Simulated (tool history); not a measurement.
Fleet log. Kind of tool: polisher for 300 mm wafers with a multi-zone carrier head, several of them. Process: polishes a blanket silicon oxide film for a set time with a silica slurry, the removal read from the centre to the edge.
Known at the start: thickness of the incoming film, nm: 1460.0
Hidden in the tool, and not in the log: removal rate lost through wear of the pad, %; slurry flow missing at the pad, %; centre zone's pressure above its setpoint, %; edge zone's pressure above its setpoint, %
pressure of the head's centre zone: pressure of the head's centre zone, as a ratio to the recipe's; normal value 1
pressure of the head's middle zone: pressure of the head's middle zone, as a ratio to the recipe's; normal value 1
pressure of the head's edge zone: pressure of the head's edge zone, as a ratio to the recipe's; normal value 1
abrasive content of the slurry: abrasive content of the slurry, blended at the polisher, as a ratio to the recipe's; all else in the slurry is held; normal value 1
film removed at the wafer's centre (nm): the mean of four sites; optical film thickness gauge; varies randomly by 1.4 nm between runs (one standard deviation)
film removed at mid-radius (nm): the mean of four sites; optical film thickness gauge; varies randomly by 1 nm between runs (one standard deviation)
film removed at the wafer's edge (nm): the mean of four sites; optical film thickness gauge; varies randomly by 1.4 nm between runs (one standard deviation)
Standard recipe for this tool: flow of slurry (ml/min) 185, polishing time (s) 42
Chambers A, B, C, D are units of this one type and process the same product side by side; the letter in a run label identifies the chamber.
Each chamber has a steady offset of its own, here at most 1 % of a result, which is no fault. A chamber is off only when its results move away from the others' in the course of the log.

run	hour	flow of slurry (ml/min)	pressure of the head's centre zone	pressure of the head's middle zone	pressure of the head's edge zone	abrasive content of the slurry	polishing time (s)	wafers polished on this pad	hours since the slurry nozzle was cleaned	hours since the centre zone pressure was calibrated	hours since the edge zone pressure was calibrated	film removed at the wafer's centre (nm)	film removed at mid-radius (nm)	film removed at the wafer's edge (nm)
# hour 4.1: chamber A: slurry nozzle cleaned
1A	9.6	185	1	1	1	1	42	303	5.5	385.4	117.3	103.63	104.02	103.55
# hour 12.2: chamber B: worn pad replaced by a new one
2D	16.5	185	1	1	1	1	42	494	104.8	310.3	558.7	105.18	103.09	101.58
# hour 23.9: chamber B: centre zone pressure recalibrated
3B	26.3	185	1	1	1	1	42	166	515.2	2.4	562.6	104.35	102.08	102.49
4C	36	185	1	1	1	1	42	603	190	175.6	362.2	102.92	103.87	106.43
# hour 46.6: chamber D: worn pad replaced by a new one
5B	49.2	185	1	1	1	1	42	434	538.1	25.3	585.5	101.77	100.85	103.89
# hour 49.8: chamber C: edge zone pressure recalibrated
# hour 55.6: chamber A: worn pad replaced by a new one
6D	59.5	185	1	1	1	1	42	151	147.8	353.3	601.7	104.25	103.65	104.95
7A	68.2	185	1	1	1	1	42	148	64.1	444	175.9	103.87	104.57	102.06
8C	79.2	185	1	1	1	1	42	1109	233.2	218.8	29.4	102.77	103.73	102.63
9C	90.4	185	1	1	1	1	42	1240	244.4	230	40.6	100.24	103.2	103.28
# hour 97.1: chamber C: worn pad replaced by a new one
# hour 98.2: chamber B: worn pad replaced by a new one
10A	99.5	185	1	1	1	1	42	515	95.4	475.3	207.2	102.17	102.37	103.42
11B	112.8	185	1	1	1	1	53	171	601.7	88.9	649.1	130.8	128.32	133.97
# hour 119.9: chamber D: worn pad replaced by a new one
12D	124.1	185	1	1	1	1	53	50	212.4	417.9	666.3	128.63	130.75	131.5
13A	131.8	185	1	1	1	1	53	893	127.7	507.6	239.5	130.47	131.67	127.94
14B	142.9	185	1	1	1	1	53	524	631.8	119	679.2	131.07	129.62	130.2
# hour 143.8: chamber A: worn pad replaced by a new one
15C	151.8	185	0.89	1	1	1	53	641	305.8	291.4	102	115.83	130.75	129.56
16D	160.3	185	0.89	1	1	1	53	473	248.6	454.1	702.5	117.14	132.77	127.04
17D	166.8	185	0.89	1	1	1	53	550	255.1	460.6	709	111.88	130.81	130.36
18B	179.2	185	0.89	1	1	1	53	949	668.1	155.3	715.5	114.6	128.83	131.58
# hour 180.7: chamber B: slurry nozzle cleaned
19A	190	185	1	1	1	1	42	541	185.9	565.8	297.7	103.54	102.45	104.56
# hour 192.9: chamber D: worn pad replaced by a new one
20C	199.2	185	1	1	1	1	42	1196	353.2	338.8	149.4	102.75	103.91	103.17
# hour 200.3: chamber B: worn pad replaced by a new one
# hour 206.7: chamber C: worn pad replaced by a new one
21C	211.3	185	1	1	1	1	42	54	365.3	350.9	161.5	100.9	103.37	102.84
22D	219.7	185	1	1	1	1	42	314	308	513.5	761.9	104.34	104.14	105.14
# hour 224.6: chamber A: worn pad replaced by a new one
23B	228.9	185	1	1	1	1	42	335	48.2	205	765.2	104.23	102.49	102.44
24A	239.9	185	1	1	1	1	42	179	235.8	615.7	347.6	105.02	103.63	102.08
25A	248.4	185	1	1	1	1	42	279	244.3	624.2	356.1	106.13	104.44	100.03
26C	260	185	1	1	1	1	42	624	414	399.6	210.2	102.8	102.79	105.19
27B	268	185	1	1	1	1	42	792	87.3	244.1	804.3	102.18	100.54	103.21
28D	276	235	1	0.9	1	1	42	973	364.3	569.8	818.2	107.63	96.328	105.69
# hour 281.9: chamber D: worn pad replaced by a new one
29B	283.8	235	1	0.9	1	1	42	977	103.1	259.9	820.1	107.67	95.736	106.38
30A	292.2	235	1	0.9	1	1	42	792	288.1	668	399.9	107.12	96.254	105.81
# hour 300.1: chamber B: worn pad replaced by a new one
31C	304.6	235	1	0.9	1	1	42	1146	458.6	444.2	254.8	106.2	98.687	107.43
# hour 308.6: chamber A: worn pad replaced by a new one
32D	315.5	185	1	1	1	1	42	393	403.8	609.3	857.7	104.03	101.82	102.09
33D	327.3	185	1	1	1	1	42	532	415.6	621.1	869.5	100.97	102.58	104.55
# hour 332.4: chamber C: worn pad replaced by a new one
34C	340	185	1	1	1	1	42	89	494	479.6	290.2	104.46	105.01	106.05
# hour 340.8: chamber C: slurry nozzle cleaned
35B	349.5	185	1	1	1	1	42	578	168.8	325.6	885.8	102.42	102.02	105.39
# hour 355.3: chamber D: worn pad replaced by a new one
36A	361.2	185	1	1	1	1	42	616	357.1	737	468.9	103.1	102.46	102.88
37D	371.5	185	1	1	1	1	42	189	459.8	665.3	913.7	105.99	103.86	102.03
38B	383.8	210	1	1	1	1	35	980	203.1	359.9	920.1	87.213	88.574	89.732
# hour 389.5: chamber C: edge zone pressure recalibrated
# hour 393.4: chamber A: worn pad replaced by a new one
39A	394.1	210	1	1	1	1	35	8	390	769.9	501.8	87.704	87.394	86.269
40C	405.3	210	1	1	1	1	35	854	64.5	544.9	15.8	86.628	86.84	89.771

One chamber off, gauge drift, or nothing amiss beyond the chambers' own small offsets? If it is a chamber, which one, and what is the likeliest cause?

No chamber is off and the gauge is stable; the differences are just each chamber's small, constant offset.
